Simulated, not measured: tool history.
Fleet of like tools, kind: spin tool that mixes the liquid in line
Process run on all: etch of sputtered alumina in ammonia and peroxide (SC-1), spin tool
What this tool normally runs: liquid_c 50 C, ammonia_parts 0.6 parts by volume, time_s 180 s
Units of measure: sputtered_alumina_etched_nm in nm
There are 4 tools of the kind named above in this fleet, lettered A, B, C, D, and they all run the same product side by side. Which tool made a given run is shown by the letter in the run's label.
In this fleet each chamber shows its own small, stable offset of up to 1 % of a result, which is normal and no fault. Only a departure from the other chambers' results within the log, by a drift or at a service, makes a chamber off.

run	day	liquid_c	ammonia_parts	time_s	read-back film thickness of the sputtered alumina reference wafer, read on the same gauge (nm)	sputtered_alumina_etched_nm
1D	0.179	50	0.6	180	100.01	8.6584
# day 0.238: chamber B: new drum of ammonia solution connected
2B	0.471	50	0.6	180	100.01	8.7256
3C	0.688	50	0.6	180	100.05	8.6139
# day 0.842: chamber B: thermometer replaced
4A	0.962	50	0.6	180	100.02	8.6687
5A	1.175	50	0.8	90	100	4.4417
6D	1.338	50	0.8	90	99.982	4.4454
7B	1.467	50	0.8	90	100.01	4.4764
8C	1.692	50	0.8	90	99.94	4.4359
9A	1.858	50	0.6	250	99.999	11.994
10C	2.021	50	0.6	250	100	11.952
11B	2.25	50	0.6	250	100.04	12.078
12D	2.429	50	0.6	250	99.981	12.052
13C	2.621	50	0.6	180	100	8.6445
# day 2.65: chamber D: ammonia flow meter replaced
# day 2.762: chamber D: new drum of ammonia solution connected
14A	2.879	50	0.6	180	99.977	8.609
15D	3.088	50	0.6	180	99.977	8.6667
16B	3.221	50	0.85	85	99.976	4.2607
17D	3.471	50	0.85	85	100.01	4.1974
18C	3.729	50	0.85	85	100.02	4.2074
19B	3.958	50	0.85	85	99.991	4.254
20A	4.133	50	0.6	180	99.992	8.6337
21C	4.3	50	0.6	180	100.01	8.6824
22A	4.538	50	0.6	180	99.965	8.6042
23D	4.796	50	0.6	180	100.03	8.5108
24B	4.962	50	0.6	180	99.997	8.7368
25C	5.096	50	0.6	180	99.964	8.6666
26A	5.308	50	0.6	180	100.01	8.6421

Decide between three cases: one chamber stands off from its peers, the gauge reading all wafers drifts, or nothing is wrong past each chamber's small offset. Where a chamber is off, say which and what most likely put it there.

Little by little, chamber D moves away from the other chambers.
Cause: temperature lost on the way to the wafer (K) = 0.399.
With only this log, it may be confused with: liquid colder than its thermometer reads (K).

Below are 4 candidate recipes for chamber D's next run, each the usual settings with a change, their results shown as question marks. Which of them brings D's results back in line with what the other chambers give on the usual settings?
In line here means within this much of the mean the other chambers give on the usual settings: sputtered_alumina_etched_nm 0.091 nm
27D-1	5.517	50	0.75	180		?
27D-2	5.517	50	0.4	180		?
27D-3	5.517	50	0.9	180		?
27D-4	5.517	50	0.5	180		?

What the other chambers average on the usual settings: sputtered_alumina_etched_nm 8.6587 nm
run	sputtered_alumina_etched_nm
27D-1	8.6576
27D-2	8.1579
27D-3	8.8086
27D-4	8.3316
The answer is 27D-1, which returns the chamber to within the allowed miss of the others.
